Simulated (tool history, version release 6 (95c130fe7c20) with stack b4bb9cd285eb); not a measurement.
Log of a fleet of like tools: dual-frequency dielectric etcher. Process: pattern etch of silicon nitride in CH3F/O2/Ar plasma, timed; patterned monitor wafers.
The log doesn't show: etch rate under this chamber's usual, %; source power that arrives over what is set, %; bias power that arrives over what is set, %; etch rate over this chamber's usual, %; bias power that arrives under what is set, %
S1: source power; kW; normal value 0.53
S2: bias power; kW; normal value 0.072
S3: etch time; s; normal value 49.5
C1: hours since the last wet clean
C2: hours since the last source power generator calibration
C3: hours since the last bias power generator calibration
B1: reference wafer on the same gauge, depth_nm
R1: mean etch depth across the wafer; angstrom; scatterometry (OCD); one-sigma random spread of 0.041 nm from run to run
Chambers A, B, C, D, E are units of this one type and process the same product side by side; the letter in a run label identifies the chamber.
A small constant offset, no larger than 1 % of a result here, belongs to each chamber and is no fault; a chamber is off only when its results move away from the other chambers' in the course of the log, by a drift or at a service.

run 1C hour=6.6 | S1=0.53 S2=0.072 S3=49.5 | C1=76.2 C2=1426.8 C3=985.8 | B1=45.302 | R1=389.65
run 2B hour=14.1 | S1=0.53 S2=0.072 S3=49.5 | C1=344.3 C2=822 C3=692.7 | B1=45.302 | R1=385.83
run 3E hour=24.8 | S1=0.53 S2=0.072 S3=49.5 | C1=314 C2=1734.6 C3=1326.3 | B1=45.317 | R1=387.08
run 4A hour=36.8 | S1=0.53 S2=0.072 S3=49.5 | C1=193.5 C2=552.4 C3=134.8 | B1=45.327 | R1=386.28
run 5D hour=44.6 | S1=0.53 S2=0.072 S3=57.5 | C1=124 C2=3675.2 C3=3422.3 | B1=45.319 | R1=450.78
run 6A hour=54.3 | S1=0.53 S2=0.072 S3=57.5 | C1=211 C2=569.9 C3=152.3 | B1=45.327 | R1=448.63
run 7D hour=67.4 | S1=0.53 S2=0.072 S3=57.5 | C1=146.8 C2=3698 C3=3445.1 | B1=45.336 | R1=450.72
run 8C hour=81.7 | S1=0.53 S2=0.072 S3=57.5 | C1=151.3 C2=1501.9 C3=1060.9 | B1=45.352 | R1=453.43
run 9B hour=94.7 | S1=0.53 S2=0.072 S3=57.5 | C1=424.9 C2=902.6 C3=773.3 | B1=45.349 | R1=447.93
-- hour=108.1 chamber D: bias power generator calibrated
run 10E hour=108.8 | S1=0.53 S2=0.072 S3=49.5 | C1=398 C2=1818.6 C3=1410.3 | B1=45.351 | R1=387.59
run 11B hour=117.8 | S1=0.53 S2=0.072 S3=49.5 | C1=448 C2=925.7 C3=796.4 | B1=45.375 | R1=385.94
run 12E hour=125.9 | S1=0.53 S2=0.072 S3=49.5 | C1=415.1 C2=1835.7 C3=1427.4 | B1=45.364 | R1=387.56
run 13C hour=137.4 | S1=0.53 S2=0.072 S3=49.5 | C1=207 C2=1557.6 C3=1116.6 | B1=45.372 | R1=390.47
run 14A hour=145.7 | S1=0.53 S2=0.072 S3=49.5 | C1=302.4 C2=661.3 C3=243.7 | B1=45.371 | R1=386.59
run 15D hour=155.3 | S1=0.53 S2=0.072 S3=49.5 | C1=234.7 C2=3785.9 C3=47.3 | B1=45.388 | R1=388.66
run 16E hour=168.5 | S1=0.53 S2=0.072 S3=49.5 | C1=457.7 C2=1878.3 C3=1470 | B1=45.4 | R1=387.85
run 17C hour=182.5 | S1=0.53 S2=0.072 S3=49.5 | C1=252.1 C2=1602.7 C3=1161.7 | B1=45.395 | R1=390.17
run 18A hour=193.6 | S1=0.53 S2=0.072 S3=49.5 | C1=350.3 C2=709.2 C3=291.6 | B1=45.402 | R1=385.73
run 19D hour=204.1 | S1=0.53 S2=0.072 S3=49.5 | C1=283.5 C2=3834.7 C3=96.1 | B1=45.415 | R1=389.32
-- hour=208.9 chamber B: wet clean of the chamber
run 20B hour=214.9 | S1=0.53 S2=0.072 S3=49.5 | C1=6 C2=1022.8 C3=893.5 | B1=45.421 | R1=385.24
run 21D hour=228.6 | S1=0.53 S2=0.072 S3=49.5 | C1=308 C2=3859.2 C3=120.6 | B1=45.419 | R1=389.66
-- hour=228.7 chamber E: wet clean of the chamber
run 22E hour=235.4 | S1=0.53 S2=0.072 S3=49.5 | C1=6.7 C2=1945.2 C3=1536.9 | B1=45.443 | R1=388.19
run 23B hour=242.4 | S1=0.53 S2=0.072 S3=49.5 | C1=33.5 C2=1050.3 C3=921 | B1=45.421 | R1=385.65
run 24A hour=256.1 | S1=0.53 S2=0.072 S3=49.5 | C1=412.8 C2=771.7 C3=354.1 | B1=45.443 | R1=387.47
run 25C hour=268.4 | S1=0.63 S2=0.072 S3=43 | C1=338 C2=1688.6 C3=1247.6 | B1=45.464 | R1=362.83
run 26D hour=278 | S1=0.63 S2=0.072 S3=43 | C1=357.4 C2=3908.6 C3=170 | B1=45.445 | R1=361.4
run 27B hour=284.8 | S1=0.63 S2=0.072 S3=43 | C1=75.9 C2=1092.7 C3=963.4 | B1=45.462 | R1=358.61
run 28A hour=298.6 | S1=0.63 S2=0.072 S3=43 | C1=455.3 C2=814.2 C3=396.6 | B1=45.452 | R1=359.74
run 29E hour=311.6 | S1=0.63 S2=0.072 S3=43 | C1=82.9 C2=2021.4 C3=1613.1 | B1=45.477 | R1=359.97
run 30C hour=325.1 | S1=0.53 S2=0.072 S3=49.5 | C1=394.7 C2=1745.3 C3=1304.3 | B1=45.481 | R1=391.35
run 31D hour=338.7 | S1=0.53 S2=0.072 S3=49.5 | C1=418.1 C2=3969.3 C3=230.7 | B1=45.48 | R1=389.91
run 32C hour=349.4 | S1=0.53 S2=0.072 S3=49.5 | C1=419 C2=1769.6 C3=1328.6 | B1=45.479 | R1=391.54

Decide between three cases: one chamber stands off from its peers, the gauge reading all wafers drifts, or nothing is wrong past each chamber's small offset. Where a chamber is off, say which and what most likely put it there.

None of the chambers is off. What moves is the gauge, dragging all their readings along together.
What lies behind it: gauge reads high (%) = 0.437.
